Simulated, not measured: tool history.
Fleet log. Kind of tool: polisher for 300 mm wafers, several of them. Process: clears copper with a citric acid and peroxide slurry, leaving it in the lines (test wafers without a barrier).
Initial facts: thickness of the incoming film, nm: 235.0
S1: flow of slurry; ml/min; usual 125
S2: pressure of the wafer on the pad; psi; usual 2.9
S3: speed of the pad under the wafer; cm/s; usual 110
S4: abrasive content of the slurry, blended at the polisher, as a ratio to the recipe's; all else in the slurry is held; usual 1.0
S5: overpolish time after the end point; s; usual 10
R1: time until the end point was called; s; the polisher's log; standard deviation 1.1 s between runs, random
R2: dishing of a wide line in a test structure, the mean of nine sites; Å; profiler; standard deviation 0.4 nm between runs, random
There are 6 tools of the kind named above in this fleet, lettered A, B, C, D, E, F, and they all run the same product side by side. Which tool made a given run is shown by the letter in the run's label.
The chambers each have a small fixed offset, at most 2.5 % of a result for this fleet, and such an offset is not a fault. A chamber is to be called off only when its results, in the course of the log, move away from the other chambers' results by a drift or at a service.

{"hour": 0.7, "done": "chamber C: head pressure recalibrated"}
{"run": "1D", "hour": 4.2, "S1": 125, "S2": 2.9, "S3": 110, "S4": 1.0, "S5": 10, "R1": 97.219, "R2": 162.88}
{"run": "2C", "hour": 7.9, "S1": 125, "S2": 2.9, "S3": 110, "S4": 1.0, "S5": 10, "R1": 94.843, "R2": 155.12}
{"run": "3B", "hour": 10.5, "S1": 125, "S2": 2.9, "S3": 110, "S4": 1.0, "S5": 10, "R1": 98.394, "R2": 164.5}
{"run": "4A", "hour": 13.8, "S1": 125, "S2": 2.9, "S3": 110, "S4": 1.0, "S5": 10, "R1": 96.33, "R2": 165.11}
{"run": "5F", "hour": 15.7, "S1": 125, "S2": 2.9, "S3": 110, "S4": 1.0, "S5": 10, "R1": 96.256, "R2": 160.08}
{"run": "6E", "hour": 18.6, "S1": 125, "S2": 2.9, "S3": 110, "S4": 1.0, "S5": 10, "R1": 93.958, "R2": 161.76}
{"run": "7B", "hour": 20.5, "S1": 125, "S2": 2.9, "S3": 110, "S4": 1.0, "S5": 14, "R1": 95.673, "R2": 216.03}
{"run": "8E", "hour": 22.4, "S1": 125, "S2": 2.9, "S3": 110, "S4": 1.0, "S5": 14, "R1": 92.773, "R2": 211.78}
{"hour": 25.2, "done": "chamber D: slurry nozzle cleaned"}
{"run": "9F", "hour": 26.5, "S1": 125, "S2": 2.9, "S3": 110, "S4": 1.0, "S5": 14, "R1": 97.358, "R2": 206.54}
{"run": "10D", "hour": 29.8, "S1": 125, "S2": 2.9, "S3": 110, "S4": 1.0, "S5": 14, "R1": 96.829, "R2": 209.18}
{"run": "11C", "hour": 32.0, "S1": 125, "S2": 2.9, "S3": 110, "S4": 1.0, "S5": 14, "R1": 95.85, "R2": 211.65}
{"hour": 32.3, "done": "chamber A: worn pad replaced by a new one"}
{"run": "12A", "hour": 35.7, "S1": 125, "S2": 2.9, "S3": 110, "S4": 1.0, "S5": 14, "R1": 96.701, "R2": 210.04}
{"run": "13D", "hour": 37.6, "S1": 125, "S2": 2.9, "S3": 110, "S4": 1.0, "S5": 10, "R1": 98.518, "R2": 159.18}
{"run": "14F", "hour": 39.5, "S1": 125, "S2": 2.9, "S3": 110, "S4": 1.0, "S5": 10, "R1": 95.539, "R2": 160.61}
{"run": "15A", "hour": 41.9, "S1": 125, "S2": 2.9, "S3": 110, "S4": 1.0, "S5": 10, "R1": 97.254, "R2": 157.19}
{"run": "16C", "hour": 44.0, "S1": 125, "S2": 2.9, "S3": 110, "S4": 1.0, "S5": 10, "R1": 97.792, "R2": 160.24}
{"hour": 45.1, "done": "chamber C: slurry nozzle cleaned"}
{"run": "17B", "hour": 47.8, "S1": 125, "S2": 2.9, "S3": 110, "S4": 1.0, "S5": 10, "R1": 94.911, "R2": 165.93}
{"run": "18E", "hour": 51.7, "S1": 125, "S2": 2.9, "S3": 110, "S4": 1.0, "S5": 10, "R1": 97.804, "R2": 158.04}
{"run": "19D", "hour": 53.7, "S1": 125, "S2": 2.9, "S3": 110, "S4": 1.0, "S5": 10, "R1": 97.725, "R2": 168.26}
{"run": "20F", "hour": 57.9, "S1": 125, "S2": 2.9, "S3": 110, "S4": 1.0, "S5": 10, "R1": 95.246, "R2": 154.24}
{"run": "21A", "hour": 59.8, "S1": 125, "S2": 2.9, "S3": 110, "S4": 1.0, "S5": 10, "R1": 98.06, "R2": 167.18}
{"run": "22B", "hour": 63.7, "S1": 125, "S2": 2.9, "S3": 110, "S4": 1.0, "S5": 10, "R1": 96.326, "R2": 156.88}
{"run": "23C", "hour": 67.9, "S1": 125, "S2": 2.9, "S3": 96, "S4": 1.0, "S5": 10, "R1": 109.56, "R2": 142.09}
{"hour": 69.9, "done": "chamber D: worn pad replaced by a new one"}
{"run": "24E", "hour": 70.8, "S1": 125, "S2": 2.9, "S3": 96, "S4": 1.0, "S5": 10, "R1": 114.23, "R2": 135.84}
{"run": "25C", "hour": 73.1, "S1": 125, "S2": 2.9, "S3": 96, "S4": 1.0, "S5": 10, "R1": 109.04, "R2": 145.7}
{"run": "26A", "hour": 75.9, "S1": 125, "S2": 2.9, "S3": 96, "S4": 1.0, "S5": 10, "R1": 110.78, "R2": 143.08}
{"hour": 78.1, "done": "chamber D: slurry blender recalibrated"}
{"run": "27E", "hour": 78.5, "S1": 125, "S2": 2.9, "S3": 96, "S4": 1.0, "S5": 10, "R1": 113.87, "R2": 139.23}
{"run": "28F", "hour": 82.4, "S1": 125, "S2": 2.9, "S3": 96, "S4": 1.0, "S5": 10, "R1": 109.72, "R2": 142.13}
{"run": "29D", "hour": 84.5, "S1": 125, "S2": 2.9, "S3": 110, "S4": 1.0, "S5": 10, "R1": 96.301, "R2": 162.09}
{"run": "30B", "hour": 86.5, "S1": 125, "S2": 2.9, "S3": 110, "S4": 1.0, "S5": 10, "R1": 96.661, "R2": 163.53}
{"hour": 87.0, "done": "chamber C: worn pad replaced by a new one"}
{"hour": 88.9, "done": "chamber B: head pressure recalibrated"}
{"run": "31A", "hour": 89.1, "S1": 125, "S2": 2.9, "S3": 110, "S4": 1.2, "S5": 10, "R1": 92.094, "R2": 165.85}
{"run": "32F", "hour": 91.0, "S1": 125, "S2": 2.9, "S3": 110, "S4": 1.2, "S5": 10, "R1": 92.836, "R2": 168.72}
{"run": "33D", "hour": 93.6, "S1": 125, "S2": 2.9, "S3": 110, "S4": 1.2, "S5": 10, "R1": 94.515, "R2": 164.48}
{"run": "34B", "hour": 97.1, "S1": 125, "S2": 2.9, "S3": 110, "S4": 1.2, "S5": 10, "R1": 93.456, "R2": 172.12}
{"run": "35C", "hour": 99.3, "S1": 125, "S2": 2.9, "S3": 110, "S4": 1.2, "S5": 10, "R1": 89.976, "R2": 163.55}
{"run": "36E", "hour": 101.8, "S1": 125, "S2": 2.9, "S3": 110, "S4": 1.2, "S5": 10, "R1": 97.778, "R2": 157.77}

Next, all 6 chambers run the settings below, one line each with question marks for the results. What does each chamber give?
{"run": "37A", "hour": 105.0, "S1": 125, "S2": 3.3, "S3": 110, "S4": 1.0, "S5": 10, "R1": "?", "R2": "?"}
{"run": "37B", "hour": 105.0, "S1": 125, "S2": 3.3, "S3": 110, "S4": 1.0, "S5": 10, "R1": "?", "R2": "?"}
{"run": "37C", "hour": 105.0, "S1": 125, "S2": 3.3, "S3": 110, "S4": 1.0, "S5": 10, "R1": "?", "R2": "?"}
{"run": "37D", "hour": 105.0, "S1": 125, "S2": 3.3, "S3": 110, "S4": 1.0, "S5": 10, "R1": "?", "R2": "?"}
{"run": "37E", "hour": 105.0, "S1": 125, "S2": 3.3, "S3": 110, "S4": 1.0, "S5": 10, "R1": "?", "R2": "?"}
{"run": "37F", "hour": 105.0, "S1": 125, "S2": 3.3, "S3": 110, "S4": 1.0, "S5": 10, "R1": "?", "R2": "?"}

run=37A R1=85.298 R2=173.10
run=37B R1=85.867 R2=182.20
run=37C R1=83.603 R2=180.18
run=37D R1=86.052 R2=177.51
run=37E R1=90.870 R2=169.60
run=37F R1=84.219 R2=182.15
